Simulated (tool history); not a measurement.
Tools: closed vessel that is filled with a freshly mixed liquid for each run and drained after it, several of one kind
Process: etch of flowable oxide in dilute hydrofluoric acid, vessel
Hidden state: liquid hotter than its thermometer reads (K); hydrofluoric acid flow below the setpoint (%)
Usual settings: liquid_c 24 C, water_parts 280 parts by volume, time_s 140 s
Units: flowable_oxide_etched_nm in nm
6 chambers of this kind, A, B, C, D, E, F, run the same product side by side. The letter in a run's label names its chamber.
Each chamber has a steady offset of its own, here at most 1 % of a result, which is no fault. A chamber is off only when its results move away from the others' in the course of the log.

run	hour	liquid_c	water_parts	time_s	hours since the thermometer was replaced	hours since the hydrofluoric acid flow meter was replaced	read-back film thickness of the flowable oxide reference wafer, read on the same gauge (nm)	flowable_oxide_etched_nm
1A	14.1	24	280	140	27.6	93.4	40.01	17.167
2D	26.6	24	280	140	1675	1196.3	40.026	16.864
3E	37	24	280	140	1030.2	1190.1	39.948	16.792
# hour 42.3: chamber F: thermometer replaced
4B	48.6	24	280	140	855.2	1392.9	39.993	16.932
5C	56.5	27.5	160	140	335.8	66.6	40.028	38.075
6F	64.7	27.5	160	140	22.4	1118.7	40.044	39.446
7E	72.6	27.5	160	140	1065.8	1225.7	39.934	37.769
8F	87.1	27.5	160	140	44.8	1141.1	39.963	38.549
9A	95.8	27.5	160	140	109.3	175.1	39.99	37.964
10D	103.1	27.5	160	140	1751.5	1272.8	39.982	38.173
11B	113.3	24	280	140	919.9	1457.6	40.019	16.875
12C	123.3	24	280	140	402.6	133.4	39.948	16.942
13A	135.7	24	280	140	149.2	215	39.998	16.748
14D	143.5	24	280	140	1791.9	1313.2	40.014	16.824
15F	150.2	24	280	140	107.9	1204.2	39.985	16.958
16B	162.7	24	280	140	969.3	1507	39.989	16.855
17C	171.8	24	280	140	451.1	181.9	39.979	16.849
18E	185.6	24	280	140	1178.8	1338.7	39.975	16.923
19D	191.9	24	280	140	1840.3	1361.6	39.975	16.841
20C	201.2	24	280	140	480.5	211.3	39.977	16.733
21A	210.8	24	280	140	224.3	290.1	40.033	16.914
22E	224.2	24	280	140	1217.4	1377.3	40.006	17.078
23F	230.8	24	280	140	188.5	1284.8	40.002	16.857
24B	237.6	24	280	140	1044.2	1581.9	40.053	16.895
25B	244.1	24	280	140	1050.7	1588.4	39.945	16.774
26E	256.6	24	280	140	1249.8	1409.7	39.971	16.927
27F	271	24	280	140	228.7	1325	40.004	16.849
28A	285.2	24	280	140	298.7	364.5	40.008	16.908
29D	292	24	280	140	1940.4	1461.7	39.983	16.469
30C	306	24	280	140	585.3	316.1	40.003	16.848
31D	315.2	24	320	80	1963.6	1484.9	39.974	7.8769
32B	329.4	24	320	80	1136	1673.7	39.986	8.1078
33A	339.2	24	320	80	352.7	418.5	39.983	8.1495
34E	347.8	24	320	80	1341	1500.9	40.006	8.2566
35C	359.7	24	320	80	639	369.8	39.969	8.057
36F	366.7	24	320	80	324.4	1420.7	40.028	8.0191
37A	376.7	24	280	140	390.2	456	39.991	16.639
38F	386.4	20.5	280	140	344.1	1440.4	39.958	14.837

What goes on in this fleet: one chamber off, a drifting gauge, or nothing beyond the chambers' own small offsets? Name the chamber and the cause, if any.

Chamber D drifts away from the others.
Cause: hydrofluoric acid flow below the setpoint (%) = 5.3.
The log may not tell that from: liquid colder than its thermometer reads (K).

Here are 4 candidates for chamber D's next run, each the usual settings with a change, their results left as question marks. Which one brings its results back in line with what the others give on the usual settings?
In line means no further than this from the other chambers' mean on the usual settings: flowable_oxide_etched_nm 0.4 nm
39D-1	396.8	24	280	150				?
39D-2	396.8	20.5	280	140				?
39D-3	396.8	27.5	280	140				?
39D-4	396.8	24	295	140				?

The other chambers' mean on the usual settings: flowable_oxide_etched_nm 16.914 nm
run	flowable_oxide_etched_nm
39D-1	17.067
39D-2	14.091
39D-3	17.908
39D-4	14.894
39D-1 brings the chamber back in line.

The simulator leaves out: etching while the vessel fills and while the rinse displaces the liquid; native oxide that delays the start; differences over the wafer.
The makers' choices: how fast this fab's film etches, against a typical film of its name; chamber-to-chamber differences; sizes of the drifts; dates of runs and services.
